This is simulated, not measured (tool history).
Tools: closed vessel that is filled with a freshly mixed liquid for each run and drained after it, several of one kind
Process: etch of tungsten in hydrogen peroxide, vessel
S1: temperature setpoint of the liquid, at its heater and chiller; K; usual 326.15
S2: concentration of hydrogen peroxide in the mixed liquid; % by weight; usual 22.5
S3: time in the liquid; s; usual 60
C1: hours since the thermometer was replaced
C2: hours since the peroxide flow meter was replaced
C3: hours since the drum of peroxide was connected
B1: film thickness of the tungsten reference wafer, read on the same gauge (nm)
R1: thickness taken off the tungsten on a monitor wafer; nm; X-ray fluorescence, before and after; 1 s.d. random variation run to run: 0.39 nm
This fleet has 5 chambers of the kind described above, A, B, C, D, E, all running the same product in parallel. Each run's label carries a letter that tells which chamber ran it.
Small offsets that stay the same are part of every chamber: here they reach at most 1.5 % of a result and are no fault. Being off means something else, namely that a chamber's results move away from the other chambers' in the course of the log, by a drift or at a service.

{"hour": 4.9, "done": "chamber C: peroxide flow meter replaced"}
{"run": "1A", "hour": 5.4, "S1": 326.15, "S2": 22.5, "S3": 60, "C1": 291.0, "C2": 243.3, "C3": 204.1, "B1": 130.0, "R1": 94.603}
{"run": "2C", "hour": 12.7, "S1": 326.15, "S2": 22.5, "S3": 60, "C1": 459.6, "C2": 7.9, "C3": 528.0, "B1": 130.0, "R1": 94.314}
{"run": "3D", "hour": 22.8, "S1": 326.15, "S2": 22.5, "S3": 60, "C1": 844.7, "C2": 1009.1, "C3": 221.6, "B1": 130.01, "R1": 93.772}
{"run": "4E", "hour": 29.8, "S1": 326.15, "S2": 22.5, "S3": 60, "C1": 879.9, "C2": 376.3, "C3": 929.6, "B1": 129.99, "R1": 95.268}
{"run": "5B", "hour": 38.8, "S1": 326.15, "S2": 22.5, "S3": 80, "C1": 537.9, "C2": 1948.2, "C3": 574.9, "B1": 130.01, "R1": 125.49}
{"run": "6E", "hour": 46.6, "S1": 326.15, "S2": 22.5, "S3": 80, "C1": 896.7, "C2": 393.1, "C3": 946.4, "B1": 130.02, "R1": 126.62}
{"run": "7A", "hour": 55.7, "S1": 326.15, "S2": 22.5, "S3": 80, "C1": 341.3, "C2": 293.6, "C3": 254.4, "B1": 129.99, "R1": 125.58}
{"run": "8C", "hour": 62.8, "S1": 326.15, "S2": 22.5, "S3": 80, "C1": 509.7, "C2": 58.0, "C3": 578.1, "B1": 129.99, "R1": 126.2}
{"run": "9B", "hour": 68.1, "S1": 326.15, "S2": 22.5, "S3": 80, "C1": 567.2, "C2": 1977.5, "C3": 604.2, "B1": 130.0, "R1": 124.74}
{"run": "10D", "hour": 77.4, "S1": 326.15, "S2": 22.5, "S3": 60, "C1": 899.3, "C2": 1063.7, "C3": 276.2, "B1": 130.02, "R1": 93.528}
{"run": "11A", "hour": 82.7, "S1": 326.15, "S2": 22.5, "S3": 60, "C1": 368.3, "C2": 320.6, "C3": 281.4, "B1": 130.01, "R1": 94.556}
{"run": "12C", "hour": 88.0, "S1": 326.15, "S2": 22.5, "S3": 60, "C1": 534.9, "C2": 83.2, "C3": 603.3, "B1": 130.01, "R1": 94.806}
{"run": "13E", "hour": 95.4, "S1": 326.15, "S2": 22.5, "S3": 60, "C1": 945.5, "C2": 441.9, "C3": 995.2, "B1": 130.01, "R1": 95.174}
{"run": "14B", "hour": 102.5, "S1": 326.15, "S2": 22.5, "S3": 60, "C1": 601.6, "C2": 2011.9, "C3": 638.6, "B1": 130.01, "R1": 94.202}
{"run": "15D", "hour": 111.1, "S1": 326.15, "S2": 22.5, "S3": 60, "C1": 933.0, "C2": 1097.4, "C3": 309.9, "B1": 130.0, "R1": 93.726}
{"run": "16A", "hour": 118.3, "S1": 326.15, "S2": 22.5, "S3": 60, "C1": 403.9, "C2": 356.2, "C3": 317.0, "B1": 130.0, "R1": 94.764}
{"run": "17B", "hour": 123.5, "S1": 326.15, "S2": 22.5, "S3": 60, "C1": 622.6, "C2": 2032.9, "C3": 659.6, "B1": 129.99, "R1": 93.553}
{"run": "18E", "hour": 132.2, "S1": 326.15, "S2": 17.5, "S3": 60, "C1": 982.3, "C2": 478.7, "C3": 1032.0, "B1": 129.98, "R1": 84.179}
{"run": "19C", "hour": 141.6, "S1": 326.15, "S2": 17.5, "S3": 60, "C1": 588.5, "C2": 136.8, "C3": 656.9, "B1": 130.01, "R1": 83.915}
{"run": "20D", "hour": 146.1, "S1": 326.15, "S2": 17.5, "S3": 60, "C1": 968.0, "C2": 1132.4, "C3": 344.9, "B1": 129.99, "R1": 83.968}
{"run": "21A", "hour": 152.8, "S1": 326.15, "S2": 17.5, "S3": 60, "C1": 438.4, "C2": 390.7, "C3": 351.5, "B1": 130.0, "R1": 83.187}
{"hour": 153.3, "done": "chamber A: new drum of peroxide connected"}
{"hour": 153.9, "done": "chamber B: thermometer replaced"}
{"run": "22E", "hour": 158.8, "S1": 326.15, "S2": 17.5, "S3": 60, "C1": 1008.9, "C2": 505.3, "C3": 1058.6, "B1": 129.98, "R1": 83.86}
{"run": "23C", "hour": 167.1, "S1": 326.15, "S2": 22.5, "S3": 60, "C1": 614.0, "C2": 162.3, "C3": 682.4, "B1": 129.99, "R1": 95.064}
{"hour": 167.5, "done": "chamber B: peroxide flow meter replaced"}
{"run": "24D", "hour": 173.6, "S1": 326.15, "S2": 22.5, "S3": 60, "C1": 995.5, "C2": 1159.9, "C3": 372.4, "B1": 130.03, "R1": 94.921}
{"run": "25B", "hour": 178.8, "S1": 326.15, "S2": 22.5, "S3": 60, "C1": 25.0, "C2": 11.3, "C3": 714.9, "B1": 129.99, "R1": 93.68}
{"run": "26C", "hour": 184.9, "S1": 326.15, "S2": 22.5, "S3": 60, "C1": 631.8, "C2": 180.1, "C3": 700.2, "B1": 130.01, "R1": 94.856}
{"run": "27A", "hour": 190.0, "S1": 326.15, "S2": 22.5, "S3": 60, "C1": 475.6, "C2": 427.9, "C3": 36.7, "B1": 130.0, "R1": 94.328}
{"run": "28E", "hour": 199.1, "S1": 326.15, "S2": 22.5, "S3": 60, "C1": 1049.2, "C2": 545.6, "C3": 1098.9, "B1": 130.01, "R1": 94.801}
{"run": "29B", "hour": 207.9, "S1": 326.15, "S2": 22.5, "S3": 60, "C1": 54.1, "C2": 40.4, "C3": 744.0, "B1": 130.01, "R1": 93.701}
{"run": "30D", "hour": 216.2, "S1": 316.65, "S2": 22.5, "S3": 60, "C1": 1038.1, "C2": 1202.5, "C3": 415.0, "B1": 129.99, "R1": 53.337}
{"hour": 219.1, "done": "chamber B: new drum of peroxide connected"}
{"run": "31D", "hour": 224.3, "S1": 316.65, "S2": 22.5, "S3": 60, "C1": 1046.2, "C2": 1210.6, "C3": 423.1, "B1": 130.02, "R1": 53.268}
{"run": "32B", "hour": 231.4, "S1": 316.65, "S2": 22.5, "S3": 60, "C1": 77.6, "C2": 63.9, "C3": 12.4, "B1": 130.0, "R1": 52.118}
{"run": "33A", "hour": 240.3, "S1": 316.65, "S2": 22.5, "S3": 60, "C1": 525.9, "C2": 478.2, "C3": 87.0, "B1": 129.99, "R1": 52.929}
{"run": "34E", "hour": 247.8, "S1": 316.65, "S2": 22.5, "S3": 60, "C1": 1097.9, "C2": 594.3, "C3": 1147.6, "B1": 130.01, "R1": 52.86}
{"run": "35C", "hour": 257.5, "S1": 326.15, "S2": 22.5, "S3": 60, "C1": 704.4, "C2": 252.7, "C3": 772.8, "B1": 129.97, "R1": 95.01}
{"run": "36A", "hour": 266.3, "S1": 326.15, "S2": 22.5, "S3": 60, "C1": 551.9, "C2": 504.2, "C3": 113.0, "B1": 130.02, "R1": 94.889}
{"run": "37E", "hour": 272.0, "S1": 326.15, "S2": 22.5, "S3": 60, "C1": 1122.1, "C2": 618.5, "C3": 1171.8, "B1": 129.99, "R1": 94.653}
{"run": "38D", "hour": 282.1, "S1": 326.15, "S2": 22.5, "S3": 60, "C1": 1104.0, "C2": 1268.4, "C3": 480.9, "B1": 130.02, "R1": 97.414}
{"run": "39B", "hour": 286.9, "S1": 326.15, "S2": 22.5, "S3": 60, "C1": 133.1, "C2": 119.4, "C3": 67.9, "B1": 130.03, "R1": 93.976}
{"run": "40C", "hour": 295.9, "S1": 326.15, "S2": 22.5, "S3": 60, "C1": 742.8, "C2": 291.1, "C3": 811.2, "B1": 129.98, "R1": 94.877}

All 5 chambers run these settings next. Forecast each chamber's results:
{"run": "41A", "hour": 303.2, "S1": 326.15, "S2": 22.5, "S3": 60, "R1": "?"}
{"run": "41B", "hour": 303.2, "S1": 326.15, "S2": 22.5, "S3": 60, "R1": "?"}
{"run": "41C", "hour": 303.2, "S1": 326.15, "S2": 22.5, "S3": 60, "R1": "?"}
{"run": "41D", "hour": 303.2, "S1": 326.15, "S2": 22.5, "S3": 60, "R1": "?"}
{"run": "41E", "hour": 303.2, "S1": 326.15, "S2": 22.5, "S3": 60, "R1": "?"}

run=41A R1=94.917
run=41B R1=94.368
run=41C R1=95.395
run=41D R1=98.067
run=41E R1=94.529
